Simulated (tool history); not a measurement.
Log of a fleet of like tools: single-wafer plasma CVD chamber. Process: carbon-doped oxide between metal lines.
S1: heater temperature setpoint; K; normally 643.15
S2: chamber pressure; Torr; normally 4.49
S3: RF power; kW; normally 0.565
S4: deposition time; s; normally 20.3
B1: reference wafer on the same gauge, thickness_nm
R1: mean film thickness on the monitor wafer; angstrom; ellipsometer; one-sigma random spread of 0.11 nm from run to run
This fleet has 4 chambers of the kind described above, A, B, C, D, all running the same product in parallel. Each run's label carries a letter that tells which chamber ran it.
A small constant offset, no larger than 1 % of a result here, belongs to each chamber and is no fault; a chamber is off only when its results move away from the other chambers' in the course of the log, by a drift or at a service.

run,day,S1,S2,S3,S4,B1,R1
1A,0.371,643.15,4.49,0.565,20.3,117.00,1056.1
2C,0.675,643.15,4.49,0.565,20.3,116.97,1058.3
3B,0.942,643.15,4.49,0.565,20.3,116.98,1045.6
4D,1.246,643.15,4.49,0.565,20.3,116.95,1048.1
5B,1.492,643.15,4.49,0.565,20.3,116.93,1046.4
6D,1.729,643.15,4.49,0.565,20.3,116.94,1047.2
7A,1.921,643.15,4.49,0.565,20.3,116.91,1055.6
# day 2.121: chamber B: RF generator calibrated
8C,2.146,643.15,4.49,0.565,20.3,116.93,1058.9
9D,2.429,643.15,4.49,0.565,20.3,116.89,1048.8
10B,2.671,643.15,4.49,0.565,20.3,116.88,1047.3
11C,2.921,643.15,4.49,0.565,20.3,116.87,1055.4
# day 3.333: chamber D: capacitance manometer re-zeroed and calibrated
12A,3.346,643.15,4.49,0.565,20.3,116.87,1053.0
13B,3.546,654.15,4.49,0.565,20.3,116.83,1020.5
14A,3.833,654.15,4.49,0.565,20.3,116.85,1030.6
15D,4.179,654.15,4.49,0.565,20.3,116.85,1022.1
16C,4.512,654.15,4.49,0.565,20.3,116.78,1031.6
17C,4.796,643.15,4.49,0.565,20.3,116.80,1055.1
18A,5.167,643.15,4.49,0.565,20.3,116.77,1054.4
19B,5.442,643.15,4.49,0.565,20.3,116.78,1044.7
20D,5.721,643.15,4.49,0.565,20.3,116.74,1048.0
21D,5.992,643.15,4.49,0.625,20.3,116.75,1115.8
22B,6.262,643.15,4.49,0.625,20.3,116.71,1111.2
23C,6.517,643.15,4.49,0.625,20.3,116.74,1122.9
24A,6.938,643.15,4.49,0.625,20.3,116.72,1119.2
25C,7.358,643.15,4.49,0.565,20.3,116.65,1055.3
26A,7.658,643.15,4.49,0.565,20.3,116.70,1054.2
27D,8.067,643.15,4.49,0.565,20.3,116.67,1047.5
28B,8.321,643.15,4.49,0.565,20.3,116.65,1043.5
29D,8.529,643.15,4.49,0.565,20.3,116.63,1047.2
30B,8.871,643.15,4.49,0.565,20.3,116.66,1042.8
31C,9.154,643.15,4.49,0.565,20.3,116.63,1056.4
32A,9.425,643.15,4.49,0.565,20.3,116.59,1053.7
33A,9.854,643.15,4.49,0.565,20.3,116.56,1050.9
34C,10.175,643.15,4.49,0.565,20.3,116.59,1053.8
35D,10.546,643.15,4.49,0.565,20.3,116.58,1044.5
36B,10.779,643.15,4.49,0.460,23.7,116.56,1064.3
37D,11.196,643.15,4.49,0.460,23.7,116.55,1065.9
38C,11.450,643.15,4.49,0.460,23.7,116.50,1078.8
39A,11.762,643.15,4.49,0.460,23.7,116.52,1074.1

Is one chamber out of step, is the gauge drifting, or do the chambers differ by no more than their own small offsets? For an off chamber, give its letter and the likeliest cause.

The shared gauge is drifting. All chambers look as if they move in step, but none is off.
What lies behind it: gauge reads low (%) = 0.429.
